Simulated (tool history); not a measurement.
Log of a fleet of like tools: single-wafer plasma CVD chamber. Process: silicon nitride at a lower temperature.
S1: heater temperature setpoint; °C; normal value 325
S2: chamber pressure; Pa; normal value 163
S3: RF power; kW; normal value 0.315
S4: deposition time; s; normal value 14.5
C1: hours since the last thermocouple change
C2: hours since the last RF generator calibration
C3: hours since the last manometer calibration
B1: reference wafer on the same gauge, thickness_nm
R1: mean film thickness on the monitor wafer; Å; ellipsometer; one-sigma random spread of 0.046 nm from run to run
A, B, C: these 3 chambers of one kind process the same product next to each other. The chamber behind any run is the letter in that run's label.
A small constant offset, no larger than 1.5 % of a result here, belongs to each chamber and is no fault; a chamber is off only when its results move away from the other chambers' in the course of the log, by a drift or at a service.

| run | hour | S1 | S2 | S3 | S4 | C1 | C2 | C3 | B1 | R1 |
|---|---|---|---|---|---|---|---|---|---|---|
| 1B | 12.9 | 325 | 163 | 0.315 | 14.5 | 747.3 | 696.6 | 1719.7 | 13.500 | 165.32 |
| 2C | 22.3 | 325 | 163 | 0.315 | 14.5 | 568.5 | 651.7 | 1445.3 | 13.500 | 165.27 |
| 3A | 36.7 | 325 | 163 | 0.315 | 14.5 | 715.6 | 1494.4 | 778.5 | 13.505 | 163.00 |
| 4C | 44.8 | 325 | 163 | 0.315 | 14.5 | 591.0 | 674.2 | 1467.8 | 13.502 | 164.63 |
| 5A | 59.5 | 325 | 163 | 0.315 | 14.5 | 738.4 | 1517.2 | 801.3 | 13.499 | 163.10 |
| 6B | 71.4 | 325 | 143 | 0.315 | 14.5 | 805.8 | 755.1 | 1778.2 | 13.503 | 159.64 |
| 7C | 83.7 | 325 | 143 | 0.315 | 14.5 | 629.9 | 713.1 | 1506.7 | 13.497 | 157.57 |
| 8B | 91.8 | 325 | 143 | 0.315 | 14.5 | 826.2 | 775.5 | 1798.6 | 13.494 | 160.00 |
| 9A | 105.5 | 325 | 147 | 0.315 | 15.4 | 784.4 | 1563.2 | 847.3 | 13.498 | 167.63 |
| 10A | 117.1 | 325 | 147 | 0.315 | 15.4 | 796.0 | 1574.8 | 858.9 | 13.497 | 168.24 |
| 11C | 128.6 | 325 | 147 | 0.315 | 15.4 | 674.8 | 758.0 | 1551.6 | 13.505 | 169.60 |
| 12B | 136.8 | 325 | 163 | 0.315 | 14.5 | 871.2 | 820.5 | 1843.6 | 13.501 | 166.11 |
| 13A | 146.8 | 325 | 163 | 0.315 | 14.5 | 825.7 | 1604.5 | 888.6 | 13.497 | 162.22 |
| 14C | 161.4 | 325 | 163 | 0.315 | 14.5 | 707.6 | 790.8 | 1584.4 | 13.511 | 163.51 |
| 15B | 172.8 | 325 | 163 | 0.315 | 14.5 | 907.2 | 856.5 | 1879.6 | 13.507 | 166.28 |
| 16A | 179.5 | 325 | 163 | 0.315 | 14.5 | 858.4 | 1637.2 | 921.3 | 13.489 | 162.68 |
| 17C | 186.6 | 325 | 197 | 0.315 | 14.5 | 732.8 | 816.0 | 1609.6 | 13.497 | 171.95 |
| 18B | 192.9 | 325 | 197 | 0.315 | 14.5 | 927.3 | 876.6 | 1899.7 | 13.499 | 175.03 |
| 19A | 205.3 | 325 | 197 | 0.315 | 14.5 | 884.2 | 1663.0 | 947.1 | 13.488 | 172.11 |
| 20C | 219.0 | 325 | 163 | 0.315 | 14.5 | 765.2 | 848.4 | 1642.0 | 13.501 | 162.24 |
| 21B | 227.3 | 325 | 163 | 0.315 | 14.5 | 961.7 | 911.0 | 1934.1 | 13.506 | 165.43 |
| 22C | 240.4 | 325 | 201 | 0.260 | 14.5 | 786.6 | 869.8 | 1663.4 | 13.488 | 150.70 |
| 23A | 252.7 | 325 | 201 | 0.260 | 14.5 | 931.6 | 1710.4 | 994.5 | 13.491 | 151.88 |
| 24B | 262.7 | 325 | 201 | 0.260 | 14.5 | 997.1 | 946.4 | 1969.5 | 13.499 | 154.69 |
| 25C | 270.6 | 325 | 163 | 0.360 | 14.5 | 816.8 | 900.0 | 1693.6 | 13.510 | 176.07 |
| 26A | 277.1 | 325 | 163 | 0.360 | 14.5 | 956.0 | 1734.8 | 1018.9 | 13.503 | 178.55 |
| 27B | 284.1 | 325 | 163 | 0.360 | 14.5 | 1018.5 | 967.8 | 1990.9 | 13.495 | 180.93 |
| 28B | 290.8 | 325 | 163 | 0.315 | 14.5 | 1025.2 | 974.5 | 1997.6 | 13.500 | 166.16 |
| 29A | 302.0 | 325 | 163 | 0.315 | 14.5 | 980.9 | 1759.7 | 1043.8 | 13.510 | 163.39 |
| 30C | 308.4 | 325 | 163 | 0.315 | 14.5 | 854.6 | 937.8 | 1731.4 | 13.508 | 160.13 |
| 31B | 316.3 | 325 | 163 | 0.315 | 14.5 | 1050.7 | 1000.0 | 2023.1 | 13.505 | 166.21 |
| 32A | 328.5 | 325 | 163 | 0.315 | 14.5 | 1007.4 | 1786.2 | 1070.3 | 13.503 | 163.65 |
| 33C | 338.3 | 325 | 163 | 0.315 | 14.5 | 884.5 | 967.7 | 1761.3 | 13.498 | 159.86 |
| 34C | 344.8 | 325 | 163 | 0.315 | 14.5 | 891.0 | 974.2 | 1767.8 | 13.503 | 161.05 |
| 35B | 351.7 | 325 | 163 | 0.315 | 14.5 | 1086.1 | 1035.4 | 2058.5 | 13.504 | 165.79 |
| 36A | 362.7 | 325 | 163 | 0.315 | 14.5 | 1041.6 | 1820.4 | 1104.5 | 13.496 | 163.53 |
| 37B | 374.0 | 325 | 163 | 0.315 | 14.5 | 1108.4 | 1057.7 | 2080.8 | 13.505 | 165.31 |
| 38C | 380.6 | 325 | 163 | 0.315 | 14.5 | 926.8 | 1010.0 | 1803.6 | 13.501 | 160.23 |
| 39A | 394.5 | 325 | 163 | 0.315 | 14.5 | 1073.4 | 1852.2 | 1136.3 | 13.500 | 162.96 |
| 40B | 403.4 | 325 | 163 | 0.315 | 14.5 | 1137.8 | 1087.1 | 2110.2 | 13.505 | 166.14 |
|  | 412.6 | chamber A: capacitance manometer re-zeroed and calibrated |
| 41C | 417.7 | 325 | 163 | 0.315 | 14.5 | 963.9 | 1047.1 | 1840.7 | 13.499 | 159.93 |
| 42A | 426.5 | 325 | 163 | 0.315 | 14.5 | 1105.4 | 1884.2 | 14.0 | 13.501 | 162.21 |
| 43A | 440.8 | 325 | 163 | 0.315 | 14.5 | 1119.7 | 1898.5 | 28.3 | 13.494 | 162.82 |

All chambers now run identical settings, listed one chamber a line with results as question marks. What results will each chamber show?
| 44A | 451.4 | 325 | 163 | 0.290 | 14.5 |  |  |  |  | ? |
| 44B | 451.4 | 325 | 163 | 0.290 | 14.5 |  |  |  |  | ? |
| 44C | 451.4 | 325 | 163 | 0.290 | 14.5 |  |  |  |  | ? |

| run | R1 |
|---|---|
| 44A | 154.38 |
| 44B | 157.03 |
| 44C | 151.01 |

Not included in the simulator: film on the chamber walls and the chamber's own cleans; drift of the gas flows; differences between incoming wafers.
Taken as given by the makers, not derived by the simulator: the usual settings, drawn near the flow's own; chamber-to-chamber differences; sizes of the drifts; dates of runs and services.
